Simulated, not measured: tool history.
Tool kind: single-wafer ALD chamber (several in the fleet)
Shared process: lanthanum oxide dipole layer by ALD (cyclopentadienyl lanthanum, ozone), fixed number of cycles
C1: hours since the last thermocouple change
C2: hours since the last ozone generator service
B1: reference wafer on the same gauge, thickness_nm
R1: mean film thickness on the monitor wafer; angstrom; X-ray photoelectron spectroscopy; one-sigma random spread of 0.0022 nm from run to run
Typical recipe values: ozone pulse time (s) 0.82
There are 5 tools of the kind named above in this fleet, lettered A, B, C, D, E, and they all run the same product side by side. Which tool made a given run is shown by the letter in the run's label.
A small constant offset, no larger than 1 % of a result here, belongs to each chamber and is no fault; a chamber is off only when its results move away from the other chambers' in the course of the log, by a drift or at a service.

run 1A hour=6.9 | ozone_pulse_time_(s)=0.82 | C1=25.6 C2=745.8 | B1=0.434 | R1=4.6606
run 2C hour=11 | ozone_pulse_time_(s)=0.82 | C1=611.1 C2=1359.8 | B1=0.43417 | R1=4.6103
run 3E hour=15.8 | ozone_pulse_time_(s)=0.82 | C1=1383.1 C2=480.8 | B1=0.4337 | R1=4.7009
run 4D hour=23.6 | ozone_pulse_time_(s)=0.82 | C1=840.9 C2=455.9 | B1=0.43426 | R1=4.6459
run 5B hour=30.1 | ozone_pulse_time_(s)=1.02 | C1=747.1 C2=246.2 | B1=0.43423 | R1=5.0682
run 6E hour=36.9 | ozone_pulse_time_(s)=1.02 | C1=1404.2 C2=501.9 | B1=0.43384 | R1=5.1069
run 7D hour=44.7 | ozone_pulse_time_(s)=1.02 | C1=862 C2=477 | B1=0.43412 | R1=5.027
run 8A hour=52.9 | ozone_pulse_time_(s)=1.02 | C1=71.6 C2=791.8 | B1=0.43395 | R1=5.0201
run 9B hour=58.1 | ozone_pulse_time_(s)=1.02 | C1=775.1 C2=274.2 | B1=0.43363 | R1=5.0877
run 10C hour=65.1 | ozone_pulse_time_(s)=0.63 | C1=665.2 C2=1413.9 | B1=0.43477 | R1=4.0863
run 11D hour=69.3 | ozone_pulse_time_(s)=0.63 | C1=886.6 C2=501.6 | B1=0.43404 | R1=4.1087
run 12B hour=77.1 | ozone_pulse_time_(s)=0.63 | C1=794.1 C2=293.2 | B1=0.43326 | R1=4.1663
run 13E hour=81.8 | ozone_pulse_time_(s)=0.63 | C1=1449.1 C2=546.8 | B1=0.43349 | R1=4.2061
run 14A hour=86.5 | ozone_pulse_time_(s)=0.63 | C1=105.2 C2=825.4 | B1=0.43407 | R1=4.1481
run 15C hour=94.7 | ozone_pulse_time_(s)=0.82 | C1=694.8 C2=1443.5 | B1=0.43381 | R1=4.6206
run 16B hour=100.1 | ozone_pulse_time_(s)=0.6 | C1=817.1 C2=316.2 | B1=0.43412 | R1=4.0927
run 17D hour=105 | ozone_pulse_time_(s)=0.6 | C1=922.3 C2=537.3 | B1=0.43398 | R1=4.0022
run 18A hour=111.6 | ozone_pulse_time_(s)=0.6 | C1=130.3 C2=850.5 | B1=0.43369 | R1=4.015
run 19E hour=115.8 | ozone_pulse_time_(s)=0.6 | C1=1483.1 C2=580.8 | B1=0.43429 | R1=4.0682
run 20C hour=122.7 | ozone_pulse_time_(s)=0.6 | C1=722.8 C2=1471.5 | B1=0.43396 | R1=4.009
run 21E hour=129.5 | ozone_pulse_time_(s)=0.82 | C1=1496.8 C2=594.5 | B1=0.43377 | R1=4.6852
run 22B hour=137.3 | ozone_pulse_time_(s)=0.82 | C1=854.3 C2=353.4 | B1=0.43411 | R1=4.6622
run 23A hour=142 | ozone_pulse_time_(s)=0.82 | C1=160.7 C2=880.9 | B1=0.43421 | R1=4.6246
run 24C hour=148.3 | ozone_pulse_time_(s)=0.82 | C1=748.4 C2=1497.1 | B1=0.43416 | R1=4.6042
run 25D hour=155.9 | ozone_pulse_time_(s)=0.7 | C1=973.2 C2=588.2 | B1=0.43385 | R1=4.3649
run 26D hour=163.3 | ozone_pulse_time_(s)=0.7 | C1=980.6 C2=595.6 | B1=0.43428 | R1=4.3175
run 27C hour=168.6 | ozone_pulse_time_(s)=0.7 | C1=768.7 C2=1517.4 | B1=0.43432 | R1=4.3284
-- hour=173.2 chamber A: ozone generator serviced
run 28A hour=174.9 | ozone_pulse_time_(s)=0.7 | C1=193.6 C2=1.7 | B1=0.43344 | R1=4.3603
run 29E hour=182.3 | ozone_pulse_time_(s)=0.7 | C1=1549.6 C2=647.3 | B1=0.43391 | R1=4.3947
run 30B hour=190.4 | ozone_pulse_time_(s)=1.07 | C1=907.4 C2=406.5 | B1=0.43368 | R1=5.1654
run 31B hour=198.3 | ozone_pulse_time_(s)=1.07 | C1=915.3 C2=414.4 | B1=0.43388 | R1=5.12
run 32E hour=206.4 | ozone_pulse_time_(s)=1.07 | C1=1573.7 C2=671.4 | B1=0.43366 | R1=5.1213
run 33C hour=213.5 | ozone_pulse_time_(s)=1.07 | C1=813.6 C2=1562.3 | B1=0.43368 | R1=5.0826

Does one chamber stand apart from the rest, does the shared gauge drift, or is all well apart from small per-chamber offsets? Give the chamber and the most likely cause, where there is one.

All chambers stay in line apart from their small fixed offsets, and the gauge does not drift.

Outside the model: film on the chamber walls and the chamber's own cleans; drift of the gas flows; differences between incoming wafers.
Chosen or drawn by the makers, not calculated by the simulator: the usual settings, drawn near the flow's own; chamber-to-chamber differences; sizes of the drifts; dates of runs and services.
